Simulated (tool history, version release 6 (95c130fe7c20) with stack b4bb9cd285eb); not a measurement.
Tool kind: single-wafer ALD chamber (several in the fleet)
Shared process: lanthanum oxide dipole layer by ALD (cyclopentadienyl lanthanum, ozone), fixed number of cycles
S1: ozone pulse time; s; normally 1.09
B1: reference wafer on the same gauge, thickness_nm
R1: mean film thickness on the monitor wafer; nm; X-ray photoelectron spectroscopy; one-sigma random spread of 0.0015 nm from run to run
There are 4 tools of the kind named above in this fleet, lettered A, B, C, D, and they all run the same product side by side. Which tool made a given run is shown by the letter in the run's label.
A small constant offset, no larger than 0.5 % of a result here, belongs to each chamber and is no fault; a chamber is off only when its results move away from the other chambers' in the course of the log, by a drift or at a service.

| run | hour | S1 | B1 | R1 |
|---|---|---|---|---|
| 1A | 4.7 | 1.09 | 0.50676 | 0.51374 |
| 2D | 8.9 | 1.09 | 0.50713 | 0.5144 |
| 3B | 16.1 | 1.09 | 0.50696 | 0.51075 |
| 4C | 24.3 | 1.09 | 0.50704 | 0.51103 |
| 5D | 28.1 | 1.09 | 0.5069 | 0.51334 |
| 6A | 33 | 1.09 | 0.50695 | 0.5139 |
| 7B | 38.9 | 1.09 | 0.50686 | 0.50749 |
| 8C | 44.5 | 1.09 | 0.50694 | 0.5121 |
| 9D | 48.2 | 1.09 | 0.50681 | 0.51474 |
| 10A | 56.1 | 1.09 | 0.50716 | 0.514 |
| 11B | 62.4 | 1.09 | 0.50666 | 0.50994 |
| 12C | 68.9 | 1.25 | 0.50688 | 0.52766 |
| 13A | 75.5 | 1.25 | 0.50739 | 0.53062 |
| 14D | 80.3 | 1.25 | 0.50683 | 0.52989 |
| 15C | 87.5 | 1.25 | 0.50725 | 0.52957 |
| 16B | 94 | 1.09 | 0.50693 | 0.51071 |
| 17A | 100.5 | 1.09 | 0.50705 | 0.51407 |
| 18C | 108.5 | 1.09 | 0.50689 | 0.51328 |
| 19B | 112.3 | 1.09 | 0.50737 | 0.5116 |
| 20D | 115.9 | 1.09 | 0.50687 | 0.51155 |
| 21D | 121.3 | 1.09 | 0.50711 | 0.51425 |
| 22A | 128.7 | 1.09 | 0.50716 | 0.5145 |
| 23C | 134.3 | 1.09 | 0.50696 | 0.51156 |
| 24B | 142.4 | 1.09 | 0.50682 | 0.51043 |
| 25B | 149.2 | 1.09 | 0.50724 | 0.51045 |
| 26A | 157 | 1.09 | 0.50728 | 0.5141 |
| 27D | 165 | 1.09 | 0.50727 | 0.51237 |
| 28C | 173 | 1.09 | 0.50704 | 0.51081 |
| 29B | 178.3 | 1.09 | 0.50708 | 0.51068 |
| 30D | 185.8 | 0.86 | 0.50721 | 0.47471 |
| 31A | 193.9 | 0.86 | 0.50699 | 0.47159 |
| 32C | 197.7 | 0.86 | 0.50658 | 0.4736 |
| 33D | 205.5 | 0.86 | 0.50697 | 0.47691 |
| 34A | 209.5 | 1.09 | 0.50657 | 0.51177 |
| 35C | 215.9 | 1.09 | 0.50705 | 0.51029 |
| 36B | 221 | 1.09 | 0.50694 | 0.51186 |
| 37D | 227.1 | 1.09 | 0.50703 | 0.51122 |
| 38A | 231.2 | 1.09 | 0.50712 | 0.51364 |
|  | 234.6 | chamber B: ozone generator serviced |
| 39B | 237.5 | 1.09 | 0.50713 | 0.51285 |
| 40C | 244.3 | 1.09 | 0.50709 | 0.50987 |
| 41C | 248.4 | 1.09 | 0.50715 | 0.51189 |
| 42B | 255.1 | 1.09 | 0.50688 | 0.50854 |

Next, all 4 chambers run the settings below, one line each with question marks for the results. What does each chamber give?
| 43A | 261 | 0.7 |  | ? |
| 43B | 261 | 0.7 |  | ? |
| 43C | 261 | 0.7 |  | ? |
| 43D | 261 | 0.7 |  | ? |

| run | R1 |
|---|---|
| 43A | 0.43439 |
| 43B | 0.43161 |
| 43C | 0.43337 |
| 43D | 0.43615 |

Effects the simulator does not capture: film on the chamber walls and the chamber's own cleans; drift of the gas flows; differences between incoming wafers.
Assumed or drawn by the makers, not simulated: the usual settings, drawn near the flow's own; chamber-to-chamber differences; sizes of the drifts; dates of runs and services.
